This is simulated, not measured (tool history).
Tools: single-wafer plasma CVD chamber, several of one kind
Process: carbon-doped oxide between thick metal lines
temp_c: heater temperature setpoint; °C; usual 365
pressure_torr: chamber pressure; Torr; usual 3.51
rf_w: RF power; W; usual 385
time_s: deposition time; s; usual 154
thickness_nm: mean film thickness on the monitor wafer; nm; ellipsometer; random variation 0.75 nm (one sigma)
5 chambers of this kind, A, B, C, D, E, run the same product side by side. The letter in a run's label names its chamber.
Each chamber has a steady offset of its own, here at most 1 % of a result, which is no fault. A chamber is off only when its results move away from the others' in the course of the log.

run	hour	temp_c	pressure_torr	rf_w	time_s	read-back reference wafer on the same gauge, thickness_nm	thickness_nm
1E	2.7	365	3.51	385	154	678.86	595.71
2A	8.1	365	3.51	385	154	678.95	594.76
# hour 12.5: chamber E: RF generator calibrated
3C	12.7	365	3.51	385	154	678.75	594.05
4B	16.5	365	3.51	385	154	678.82	597.59
5D	19.3	365	3.51	385	154	678.74	590.66
6A	24.4	365	3.51	385	154	678.7	595.6
7C	28.8	365	3.51	385	154	678.41	591.62
8D	33.1	365	3.51	320	166	678.37	552.12
9E	38.1	365	3.51	320	166	678.54	557.25
10B	41.5	365	3.51	320	166	678.26	558.88
11C	44.1	365	3.51	320	166	677.97	554.7
12D	46.7	365	3.51	320	166	678.21	554.04
13A	51.5	365	3.51	385	154	678.29	595.32
14B	55.1	365	3.51	385	154	678.02	598.28
15E	58.8	365	3.51	385	154	677.97	595.12
16E	63.6	365	3.51	385	154	677.79	594.29
17B	68.5	365	3.51	385	154	677.76	596.4
18C	73.2	365	3.51	385	154	677.68	592.36
19D	78.1	365	3.51	385	154	677.68	590.28
20A	81.7	365	3.51	385	154	677.26	594.12
21D	85.5	365	3.51	385	154	677.48	592.38
22A	87.8	365	3.51	385	154	677.31	594.21
23B	92.4	365	3.51	385	166	677.1	644.14
24E	97.1	365	3.51	385	166	676.95	640.08
25C	101.6	365	3.51	385	166	677.13	636.01
26E	106	365	3.51	385	166	676.98	640.96
27D	109.2	365	3.51	385	166	676.83	636.85
# hour 111.4: chamber E: capacitance manometer re-zeroed and calibrated
28B	113.2	365	3.51	385	154	676.82	595.9
29C	118.3	365	3.51	385	154	676.62	590.18
30A	122.4	365	3.51	385	154	676.66	593.35
31B	126.8	370	3.51	435	154	676.81	644.43
32E	130.3	370	3.51	435	154	676.52	642.38
33D	133.2	370	3.51	435	154	676.49	637.35
34C	138.4	370	3.51	435	154	676.46	636.98
35A	142.8	370	3.51	435	154	676.09	640.25
36B	147.7	365	3.51	385	154	676.15	595.78
37A	151.9	365	3.51	385	154	676.08	591.58
38C	156.6	356	3.51	385	183	676.22	715.31
39D	160.7	356	3.51	385	183	676.12	715.67
40E	163.2	356	3.51	385	183	675.95	719.87
41A	167.3	356	3.51	385	183	675.95	718.18
42B	172.2	356	3.51	385	183	675.87	720.72
43E	175.8	365	3.51	385	154	675.83	593.16
44C	178.6	365	3.51	385	154	675.67	589.88

Next, every chamber runs the same settings. What will each give?
45A	182.5	353	3.51	385	154		?
45B	182.5	353	3.51	385	154		?
45C	182.5	353	3.51	385	154		?
45D	182.5	353	3.51	385	154		?
45E	182.5	353	3.51	385	154		?

run	thickness_nm
45A	609.14
45B	612.21
45C	605.9
45D	606.15
45E	609.3

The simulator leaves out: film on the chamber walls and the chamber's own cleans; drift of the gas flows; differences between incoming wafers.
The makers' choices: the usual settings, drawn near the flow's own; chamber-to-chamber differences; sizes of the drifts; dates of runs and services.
